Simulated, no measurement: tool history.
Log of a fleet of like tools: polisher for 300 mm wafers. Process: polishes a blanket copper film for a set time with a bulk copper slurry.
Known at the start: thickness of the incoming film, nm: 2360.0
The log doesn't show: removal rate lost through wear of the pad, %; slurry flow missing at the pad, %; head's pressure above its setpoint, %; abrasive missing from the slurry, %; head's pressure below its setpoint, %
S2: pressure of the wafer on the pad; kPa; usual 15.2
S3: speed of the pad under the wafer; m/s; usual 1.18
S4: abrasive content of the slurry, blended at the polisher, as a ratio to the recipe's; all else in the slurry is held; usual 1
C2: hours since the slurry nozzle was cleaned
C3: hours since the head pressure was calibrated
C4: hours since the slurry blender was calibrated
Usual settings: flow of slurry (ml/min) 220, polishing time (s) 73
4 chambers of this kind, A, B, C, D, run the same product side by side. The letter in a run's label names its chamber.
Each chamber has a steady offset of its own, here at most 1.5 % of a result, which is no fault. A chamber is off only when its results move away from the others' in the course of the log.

-- hour=9.7 chamber B: slurry blender recalibrated
run 1A hour=9.7 | flow_of_slurry_(ml/min)=220 S2=15.2 S3=1.18 S4=1 polishing_time_(s)=73 | wafers_polished_on_this_pad=125 C2=37.4 C3=1037.3 C4=52.4 | film_removed_(angstrom)=5305.9
-- hour=12.8 chamber B: worn pad replaced by a new one
run 2D hour=21.5 | flow_of_slurry_(ml/min)=220 S2=15.2 S3=1.18 S4=1 polishing_time_(s)=73 | wafers_polished_on_this_pad=356 C2=215.2 C3=915.6 C4=114.2 | film_removed_(angstrom)=5333.3
-- hour=25.2 chamber D: slurry nozzle cleaned
run 3B hour=36.4 | flow_of_slurry_(ml/min)=220 S2=15.2 S3=1.18 S4=1 polishing_time_(s)=73 | wafers_polished_on_this_pad=243 C2=476.1 C3=322.7 C4=26.8 | film_removed_(angstrom)=5317.6
run 4C hour=50.5 | flow_of_slurry_(ml/min)=220 S2=15.2 S3=1.18 S4=1 polishing_time_(s)=73 | wafers_polished_on_this_pad=848 C2=61.5 C3=1059.9 C4=76.6 | film_removed_(angstrom)=5226.2
-- hour=51.8 chamber A: slurry blender recalibrated
-- hour=56.0 chamber C: worn pad replaced by a new one
run 5B hour=60.7 | flow_of_slurry_(ml/min)=220 S2=15.2 S3=1.18 S4=1 polishing_time_(s)=73 | wafers_polished_on_this_pad=495 C2=500.4 C3=347.0 C4=51.1 | film_removed_(angstrom)=5284.9
-- hour=64.3 chamber D: worn pad replaced by a new one
-- hour=65.1 chamber B: worn pad replaced by a new one
run 6D hour=73.9 | flow_of_slurry_(ml/min)=220 S2=15.2 S3=1.18 S4=1 polishing_time_(s)=73 | wafers_polished_on_this_pad=99 C2=48.8 C3=968.0 C4=166.6 | film_removed_(angstrom)=5242.6
-- hour=78.3 chamber A: worn pad replaced by a new one
run 7C hour=81.7 | flow_of_slurry_(ml/min)=220 S2=15.2 S3=1.32 S4=1 polishing_time_(s)=73 | wafers_polished_on_this_pad=266 C2=92.7 C3=1091.1 C4=107.8 | film_removed_(angstrom)=5773.2
run 8A hour=90.2 | flow_of_slurry_(ml/min)=220 S2=15.2 S3=1.32 S4=1 polishing_time_(s)=73 | wafers_polished_on_this_pad=123 C2=117.9 C3=1117.8 C4=38.4 | film_removed_(angstrom)=6015.9
-- hour=96.8 chamber B: slurry nozzle cleaned
run 9B hour=99.5 | flow_of_slurry_(ml/min)=220 S2=15.2 S3=1.32 S4=1 polishing_time_(s)=73 | wafers_polished_on_this_pad=355 C2=2.8 C3=385.8 C4=89.9 | film_removed_(angstrom)=5950.6
run 10A hour=107.2 | flow_of_slurry_(ml/min)=220 S2=15.2 S3=1.32 S4=1 polishing_time_(s)=73 | wafers_polished_on_this_pad=299 C2=134.9 C3=1134.8 C4=55.4 | film_removed_(angstrom)=5971.8
-- hour=114.2 chamber B: worn pad replaced by a new one
run 11C hour=121.8 | flow_of_slurry_(ml/min)=220 S2=15.2 S3=1.36 S4=1 polishing_time_(s)=89 | wafers_polished_on_this_pad=680 C2=132.8 C3=1131.2 C4=147.9 | film_removed_(angstrom)=7326.3
-- hour=124.3 chamber B: slurry blender recalibrated
-- hour=126.5 chamber C: worn pad replaced by a new one
run 12D hour=130.0 | flow_of_slurry_(ml/min)=220 S2=15.2 S3=1.36 S4=1 polishing_time_(s)=89 | wafers_polished_on_this_pad=679 C2=104.9 C3=1024.1 C4=222.7 | film_removed_(angstrom)=7491.7
-- hour=134.9 chamber D: worn pad replaced by a new one
-- hour=141.9 chamber A: slurry blender recalibrated
run 13B hour=142.5 | flow_of_slurry_(ml/min)=220 S2=15.2 S3=1.36 S4=1 polishing_time_(s)=89 | wafers_polished_on_this_pad=293 C2=45.8 C3=428.8 C4=18.2 | film_removed_(angstrom)=7379.2
run 14A hour=150.1 | flow_of_slurry_(ml/min)=220 S2=15.2 S3=1.36 S4=1 polishing_time_(s)=89 | wafers_polished_on_this_pad=742 C2=177.8 C3=1177.7 C4=8.2 | film_removed_(angstrom)=7417.7
-- hour=151.7 chamber A: head pressure recalibrated
-- hour=154.3 chamber C: head pressure recalibrated
run 15C hour=162.3 | flow_of_slurry_(ml/min)=220 S2=15.2 S3=1.18 S4=1 polishing_time_(s)=73 | wafers_polished_on_this_pad=370 C2=173.3 C3=8.1 C4=188.4 | film_removed_(angstrom)=5309.4
-- hour=164.5 chamber A: worn pad replaced by a new one
-- hour=166.7 chamber B: worn pad replaced by a new one
run 16D hour=174.1 | flow_of_slurry_(ml/min)=220 S2=15.2 S3=1.18 S4=1 polishing_time_(s)=73 | wafers_polished_on_this_pad=405 C2=149.0 C3=1068.2 C4=266.8 | film_removed_(angstrom)=5338.8
run 17B hour=183.8 | flow_of_slurry_(ml/min)=220 S2=15.2 S3=1.18 S4=1 polishing_time_(s)=73 | wafers_polished_on_this_pad=177 C2=87.1 C3=470.1 C4=59.5 | film_removed_(angstrom)=5123.8
run 18A hour=192.4 | flow_of_slurry_(ml/min)=220 S2=15.2 S3=1.18 S4=1 polishing_time_(s)=73 | wafers_polished_on_this_pad=288 C2=220.1 C3=40.8 C4=50.5 | film_removed_(angstrom)=5210.9
-- hour=196.2 chamber D: worn pad replaced by a new one
-- hour=202.2 chamber C: worn pad replaced by a new one
run 19C hour=206.7 | flow_of_slurry_(ml/min)=220 S2=15.2 S3=1.18 S4=1 polishing_time_(s)=73 | wafers_polished_on_this_pad=47 C2=217.7 C3=52.5 C4=232.8 | film_removed_(angstrom)=5266.8
run 20D hour=217.4 | flow_of_slurry_(ml/min)=220 S2=15.2 S3=1.18 S4=1 polishing_time_(s)=73 | wafers_polished_on_this_pad=219 C2=192.3 C3=1111.5 C4=310.1 | film_removed_(angstrom)=5238.6
-- hour=217.7 chamber B: slurry blender recalibrated
-- hour=219.9 chamber B: worn pad replaced by a new one
run 21C hour=227.7 | flow_of_slurry_(ml/min)=220 S2=15.2 S3=1.18 S4=1 polishing_time_(s)=73 | wafers_polished_on_this_pad=264 C2=238.7 C3=73.5 C4=253.8 | film_removed_(angstrom)=5241.9
run 22D hour=234.4 | flow_of_slurry_(ml/min)=220 S2=15.2 S3=1.18 S4=1 polishing_time_(s)=73 | wafers_polished_on_this_pad=395 C2=209.3 C3=1128.5 C4=327.1 | film_removed_(angstrom)=5328.9
run 23B hour=242.1 | flow_of_slurry_(ml/min)=220 S2=15.2 S3=1.18 S4=1 polishing_time_(s)=73 | wafers_polished_on_this_pad=229 C2=145.4 C3=528.4 C4=24.5 | film_removed_(angstrom)=5338.3
-- hour=249.6 chamber A: slurry blender recalibrated
run 24A hour=255.5 | flow_of_slurry_(ml/min)=220 S2=15.2 S3=1.18 S4=1 polishing_time_(s)=73 | wafers_polished_on_this_pad=941 C2=283.2 C3=103.9 C4=6.0 | film_removed_(angstrom)=5204.6

What goes on in this fleet: one chamber off, a drifting gauge, or nothing beyond the chambers' own small offsets? Name the chamber and the cause, if any.

No chamber stands off beyond its own small offset, and the gauge holds steady.
